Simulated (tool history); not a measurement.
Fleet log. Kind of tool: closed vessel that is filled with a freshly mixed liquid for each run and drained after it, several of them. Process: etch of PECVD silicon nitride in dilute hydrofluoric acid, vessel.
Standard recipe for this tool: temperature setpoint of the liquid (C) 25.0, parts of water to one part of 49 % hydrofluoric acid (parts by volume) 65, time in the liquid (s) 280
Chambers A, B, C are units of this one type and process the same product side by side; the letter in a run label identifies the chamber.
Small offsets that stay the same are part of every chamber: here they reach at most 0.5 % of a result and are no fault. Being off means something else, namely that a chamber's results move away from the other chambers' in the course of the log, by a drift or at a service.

| run | hour | temperature setpoint of the liquid (C) | parts of water to one part of 49 % hydrofluoric acid (parts by volume) | time in the liquid (s) | read-back film thickness of the PECVD silicon nitride reference wafer, read on the same gauge (nm) | thickness taken off the PECVD silicon nitride on a monitor wafer (Å) |
|---|---|---|---|---|---|---|
| 1A | 4.8 | 25.0 | 65 | 280 | 90.016 | 124.350 |
| 2B | 10.0 | 25.0 | 65 | 280 | 90.009 | 122.670 |
| 3C | 15.4 | 25.0 | 65 | 280 | 89.994 | 124.660 |
| 4B | 21.4 | 25.0 | 65 | 280 | 89.978 | 124.350 |
| 5A | 27.0 | 25.0 | 65 | 280 | 90.015 | 124.540 |
| 6C | 30.6 | 25.0 | 65 | 280 | 89.999 | 124.060 |
| 7C | 33.8 | 25.0 | 40 | 280 | 89.997 | 200.220 |
| 8B | 38.3 | 25.0 | 40 | 280 | 90.006 | 200.130 |
| 9A | 42.9 | 25.0 | 40 | 280 | 90.016 | 201.780 |
| 10B | 48.0 | 25.0 | 65 | 280 | 90.014 | 123.200 |
| 11C | 50.7 | 25.0 | 65 | 280 | 89.973 | 123.890 |
| 12A | 54.4 | 25.0 | 65 | 280 | 89.991 | 126.330 |
| 13B | 60.2 | 28.5 | 80 | 280 | 89.979 | 127.020 |
| 14C | 65.5 | 28.5 | 80 | 280 | 90.006 | 126.710 |
| 15A | 68.6 | 28.5 | 80 | 280 | 89.991 | 127.020 |
| 16B | 71.6 | 25.0 | 65 | 280 | 90.013 | 124.060 |
| 17C | 75.3 | 25.0 | 65 | 280 | 89.998 | 124.270 |
| 18A | 81.0 | 25.0 | 65 | 280 | 89.985 | 124.690 |
| 19B | 85.0 | 25.0 | 65 | 280 | 90.003 | 123.840 |
| 20C | 89.4 | 25.0 | 65 | 280 | 90.000 | 124.260 |
| 21A | 94.4 | 25.0 | 65 | 280 | 90.001 | 123.740 |
| 22C | 99.2 | 25.0 | 65 | 280 | 90.012 | 125.270 |
| 23B | 102.3 | 25.0 | 65 | 280 | 90.046 | 122.900 |
| 24A | 106.1 | 25.0 | 65 | 280 | 89.993 | 124.250 |
| 25C | 109.6 | 25.0 | 65 | 280 | 89.972 | 124.130 |
| 26B | 113.4 | 25.0 | 65 | 280 | 89.978 | 124.580 |
| 27A | 117.6 | 25.0 | 65 | 280 | 90.013 | 124.740 |
| 28B | 123.0 | 25.0 | 65 | 280 | 90.024 | 124.530 |
| 29C | 125.9 | 28.0 | 65 | 345 | 90.007 | 188.700 |
| 30A | 131.7 | 28.0 | 65 | 345 | 89.993 | 187.540 |
| 31A | 136.8 | 28.0 | 65 | 345 | 89.998 | 186.450 |
| 32C | 141.2 | 21.5 | 65 | 340 | 89.985 | 118.980 |
| 33B | 145.6 | 21.5 | 65 | 340 | 90.025 | 117.940 |
| 34C | 149.7 | 21.5 | 65 | 340 | 89.996 | 119.130 |
| 35A | 154.0 | 25.0 | 65 | 280 | 90.013 | 124.050 |
| 36B | 159.4 | 25.0 | 65 | 280 | 90.003 | 123.050 |
|  | 163.8 | chamber C: hydrofluoric acid flow meter replaced |
| 37A | 164.5 | 25.0 | 65 | 280 | 90.045 | 123.130 |
| 38B | 170.3 | 25.0 | 65 | 280 | 90.010 | 124.660 |
| 39C | 173.9 | 25.0 | 65 | 280 | 90.017 | 124.500 |
| 40C | 179.9 | 25.0 | 65 | 280 | 90.006 | 125.780 |
| 41B | 185.8 | 28.5 | 90 | 280 | 89.996 | 113.100 |

All 3 chambers run these settings next. Forecast each chamber's results:
| 42A | 190.2 | 25.0 | 95 | 280 |  | ? |
| 42B | 190.2 | 25.0 | 95 | 280 |  | ? |
| 42C | 190.2 | 25.0 | 95 | 280 |  | ? |

| run | thickness taken off the PECVD silicon nitride on a monitor wafer (Å) |
|---|---|
| 42A | 85.899 |
| 42B | 84.822 |
| 42C | 86.518 |

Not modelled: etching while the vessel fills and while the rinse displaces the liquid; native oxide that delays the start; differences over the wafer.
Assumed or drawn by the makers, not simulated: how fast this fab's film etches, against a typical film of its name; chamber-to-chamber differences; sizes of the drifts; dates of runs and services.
